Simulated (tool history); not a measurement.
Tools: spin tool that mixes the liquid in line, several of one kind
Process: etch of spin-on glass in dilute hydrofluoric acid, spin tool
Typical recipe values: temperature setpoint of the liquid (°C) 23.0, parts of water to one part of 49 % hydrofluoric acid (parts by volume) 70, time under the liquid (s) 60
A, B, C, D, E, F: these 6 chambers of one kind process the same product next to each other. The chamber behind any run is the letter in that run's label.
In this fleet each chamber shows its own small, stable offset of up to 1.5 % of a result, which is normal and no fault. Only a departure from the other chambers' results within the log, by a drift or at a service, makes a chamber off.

run,hour,temperature setpoint of the liquid (°C),parts of water to one part of 49 % hydrofluoric acid (parts by volume),time under the liquid (s),"read-back film thickness of the spin-on glass reference wafer, read on the same gauge (nm)",thickness taken off the spin-on glass on a monitor wafer (nm)
1B,8.8,23.0,70,60,60.028,27.292
2C,17.1,23.0,70,60,59.975,27.425
3A,25.5,23.0,70,60,60.050,27.326
4F,34.0,23.0,70,60,59.977,27.009
5E,42.0,23.0,70,60,59.973,27.232
6D,50.0,23.0,70,60,59.982,27.068
7C,56.1,23.0,70,60,59.978,27.474
8F,64.2,23.0,70,60,60.005,27.161
9A,70.3,23.0,70,60,60.003,27.448
10D,76.0,23.0,70,60,59.974,27.097
11B,82.2,23.0,70,60,60.011,27.088
12E,87.9,23.0,70,60,59.987,27.074
13B,98.9,23.0,70,60,59.982,27.219
14A,105.9,23.0,70,60,59.988,27.335
15C,115.9,23.0,70,60,59.996,27.492
16F,123.1,23.0,70,60,59.987,27.220
17E,131.2,20.5,70,45,60.031,18.441
18D,141.6,20.5,70,45,59.975,18.449
# hour 147.0: chamber C: thermometer replaced
19F,149.9,20.5,70,45,60.052,18.396
20D,159.2,20.5,70,45,59.990,18.505
21C,164.5,20.5,70,45,60.003,18.576
22E,169.5,20.5,70,45,59.982,18.431
23A,179.0,23.0,70,60,59.959,27.275
# hour 181.9: chamber D: hydrofluoric acid flow meter replaced
24B,184.5,23.0,70,60,59.997,27.189
25C,190.9,23.0,70,60,60.011,27.339
# hour 198.7: chamber B: thermometer replaced
26A,201.9,23.0,70,60,59.993,27.231
27E,211.0,23.0,70,60,60.008,27.250
28D,216.2,23.0,70,60,60.008,27.055
29F,222.9,23.0,70,60,60.006,27.140
30B,232.4,23.0,70,60,59.980,27.338
31B,239.4,23.0,70,60,59.964,27.331
32D,247.0,23.0,70,60,59.994,26.897
33F,256.3,23.0,70,60,60.038,27.353
34A,262.8,23.0,70,60,60.012,27.240
35E,270.5,23.0,70,60,60.021,27.304
36C,278.6,23.0,70,50,59.986,22.869
37D,289.2,23.0,70,50,59.994,22.547
# hour 290.9: chamber E: thermometer replaced
38F,297.2,23.0,70,50,60.005,22.764
39C,307.1,23.0,70,50,59.980,22.722
40A,315.5,23.0,70,50,59.974,22.815
41B,320.7,23.0,70,50,59.983,22.775
42E,330.4,23.0,70,60,60.001,27.247
43C,339.6,23.0,70,60,59.971,27.423

The same settings go to every chamber for the next run, one line per chamber below. Forecast the results for each:
44A,347.6,23.0,70,60,,?
44B,347.6,23.0,70,60,,?
44C,347.6,23.0,70,60,,?
44D,347.6,23.0,70,60,,?
44E,347.6,23.0,70,60,,?
44F,347.6,23.0,70,60,,?

run,thickness taken off the spin-on glass on a monitor wafer (nm)
44A,27.327
44B,27.352
44C,27.508
44D,27.138
44E,27.393
44F,27.163

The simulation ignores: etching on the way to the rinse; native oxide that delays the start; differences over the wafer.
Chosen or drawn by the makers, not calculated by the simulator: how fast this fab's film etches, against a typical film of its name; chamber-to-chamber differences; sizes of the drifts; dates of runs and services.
